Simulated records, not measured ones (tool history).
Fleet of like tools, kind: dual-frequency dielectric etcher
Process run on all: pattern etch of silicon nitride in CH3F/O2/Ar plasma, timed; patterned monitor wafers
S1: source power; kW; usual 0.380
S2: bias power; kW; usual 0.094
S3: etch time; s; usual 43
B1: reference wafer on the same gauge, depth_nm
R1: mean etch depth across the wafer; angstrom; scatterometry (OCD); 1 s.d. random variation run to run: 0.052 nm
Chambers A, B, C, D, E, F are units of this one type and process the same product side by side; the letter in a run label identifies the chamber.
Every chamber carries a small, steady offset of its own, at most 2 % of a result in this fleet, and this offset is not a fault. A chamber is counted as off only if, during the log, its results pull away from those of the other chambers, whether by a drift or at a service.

{"run": "1D", "day": 0.404, "S1": 0.38, "S2": 0.094, "S3": 43, "B1": 31.406, "R1": 329.15}
{"run": "2A", "day": 0.783, "S1": 0.38, "S2": 0.094, "S3": 43, "B1": 31.406, "R1": 326.76}
{"day": 1.129, "done": "chamber E: source power generator calibrated"}
{"run": "3E", "day": 1.15, "S1": 0.38, "S2": 0.094, "S3": 43, "B1": 31.421, "R1": 324.44}
{"run": "4F", "day": 1.608, "S1": 0.38, "S2": 0.094, "S3": 43, "B1": 31.418, "R1": 320.24}
{"run": "5B", "day": 1.917, "S1": 0.38, "S2": 0.094, "S3": 43, "B1": 31.415, "R1": 322.34}
{"run": "6C", "day": 2.371, "S1": 0.38, "S2": 0.094, "S3": 43, "B1": 31.429, "R1": 325.35}
{"run": "7C", "day": 2.838, "S1": 0.38, "S2": 0.094, "S3": 43, "B1": 31.446, "R1": 325.11}
{"day": 3.012, "done": "chamber F: wet clean of the chamber"}
{"run": "8D", "day": 3.312, "S1": 0.38, "S2": 0.094, "S3": 43, "B1": 31.458, "R1": 329.0}
{"run": "9B", "day": 3.654, "S1": 0.38, "S2": 0.094, "S3": 43, "B1": 31.449, "R1": 324.31}
{"run": "10A", "day": 3.95, "S1": 0.38, "S2": 0.094, "S3": 43, "B1": 31.452, "R1": 326.85}
{"day": 4.067, "done": "chamber D: bias power generator calibrated"}
{"run": "11F", "day": 4.417, "S1": 0.38, "S2": 0.094, "S3": 43, "B1": 31.451, "R1": 320.29}
{"day": 4.533, "done": "chamber D: wet clean of the chamber"}
{"run": "12E", "day": 4.792, "S1": 0.38, "S2": 0.094, "S3": 43, "B1": 31.468, "R1": 325.07}
{"run": "13C", "day": 5.238, "S1": 0.38, "S2": 0.094, "S3": 43, "B1": 31.473, "R1": 326.51}
{"run": "14F", "day": 5.679, "S1": 0.38, "S2": 0.094, "S3": 43, "B1": 31.48, "R1": 320.96}
{"run": "15E", "day": 6.117, "S1": 0.38, "S2": 0.094, "S3": 43, "B1": 31.494, "R1": 324.37}
{"run": "16A", "day": 6.538, "S1": 0.31, "S2": 0.112, "S3": 43, "B1": 31.488, "R1": 323.5}
{"run": "17B", "day": 6.912, "S1": 0.31, "S2": 0.112, "S3": 43, "B1": 31.496, "R1": 320.69}
{"run": "18D", "day": 7.367, "S1": 0.31, "S2": 0.112, "S3": 43, "B1": 31.512, "R1": 325.57}
{"day": 7.404, "done": "chamber B: wet clean of the chamber"}
{"run": "19F", "day": 7.871, "S1": 0.31, "S2": 0.112, "S3": 43, "B1": 31.506, "R1": 317.98}
{"run": "20B", "day": 8.154, "S1": 0.31, "S2": 0.112, "S3": 43, "B1": 31.521, "R1": 320.92}
{"run": "21C", "day": 8.467, "S1": 0.31, "S2": 0.112, "S3": 43, "B1": 31.512, "R1": 323.0}
{"run": "22E", "day": 9.029, "S1": 0.38, "S2": 0.079, "S3": 43, "B1": 31.528, "R1": 306.33}
{"day": 9.321, "done": "chamber C: wet clean of the chamber"}
{"run": "23A", "day": 9.408, "S1": 0.38, "S2": 0.079, "S3": 43, "B1": 31.54, "R1": 308.07}
{"run": "24D", "day": 9.667, "S1": 0.38, "S2": 0.079, "S3": 43, "B1": 31.534, "R1": 310.1}
{"run": "25C", "day": 10.225, "S1": 0.38, "S2": 0.079, "S3": 43, "B1": 31.535, "R1": 305.63}
{"run": "26B", "day": 10.617, "S1": 0.38, "S2": 0.079, "S3": 43, "B1": 31.556, "R1": 304.78}
{"run": "27F", "day": 10.871, "S1": 0.38, "S2": 0.079, "S3": 43, "B1": 31.549, "R1": 301.64}
{"run": "28A", "day": 11.438, "S1": 0.38, "S2": 0.094, "S3": 43, "B1": 31.564, "R1": 328.65}
{"run": "29D", "day": 11.938, "S1": 0.38, "S2": 0.094, "S3": 43, "B1": 31.557, "R1": 330.35}
{"run": "30E", "day": 12.433, "S1": 0.38, "S2": 0.094, "S3": 43, "B1": 31.573, "R1": 326.28}
{"run": "31B", "day": 12.879, "S1": 0.38, "S2": 0.094, "S3": 43, "B1": 31.586, "R1": 325.05}
{"run": "32A", "day": 13.192, "S1": 0.46, "S2": 0.094, "S3": 43, "B1": 31.575, "R1": 352.89}
{"run": "33D", "day": 13.475, "S1": 0.46, "S2": 0.094, "S3": 43, "B1": 31.584, "R1": 355.77}
{"run": "34F", "day": 13.971, "S1": 0.46, "S2": 0.094, "S3": 43, "B1": 31.598, "R1": 344.8}
{"run": "35E", "day": 14.346, "S1": 0.46, "S2": 0.094, "S3": 43, "B1": 31.594, "R1": 352.56}
{"run": "36C", "day": 14.783, "S1": 0.46, "S2": 0.094, "S3": 43, "B1": 31.595, "R1": 352.14}

The same settings go to every chamber for the next run, one line per chamber below. Forecast the results for each:
{"run": "37A", "day": 15.188, "S1": 0.38, "S2": 0.094, "S3": 36, "R1": "?"}
{"run": "37B", "day": 15.188, "S1": 0.38, "S2": 0.094, "S3": 36, "R1": "?"}
{"run": "37C", "day": 15.188, "S1": 0.38, "S2": 0.094, "S3": 36, "R1": "?"}
{"run": "37D", "day": 15.188, "S1": 0.38, "S2": 0.094, "S3": 36, "R1": "?"}
{"run": "37E", "day": 15.188, "S1": 0.38, "S2": 0.094, "S3": 36, "R1": "?"}
{"run": "37F", "day": 15.188, "S1": 0.38, "S2": 0.094, "S3": 36, "R1": "?"}

run=37A R1=274.67
run=37B R1=272.52
run=37C R1=274.58
run=37D R1=276.53
run=37E R1=273.44
run=37F R1=269.91

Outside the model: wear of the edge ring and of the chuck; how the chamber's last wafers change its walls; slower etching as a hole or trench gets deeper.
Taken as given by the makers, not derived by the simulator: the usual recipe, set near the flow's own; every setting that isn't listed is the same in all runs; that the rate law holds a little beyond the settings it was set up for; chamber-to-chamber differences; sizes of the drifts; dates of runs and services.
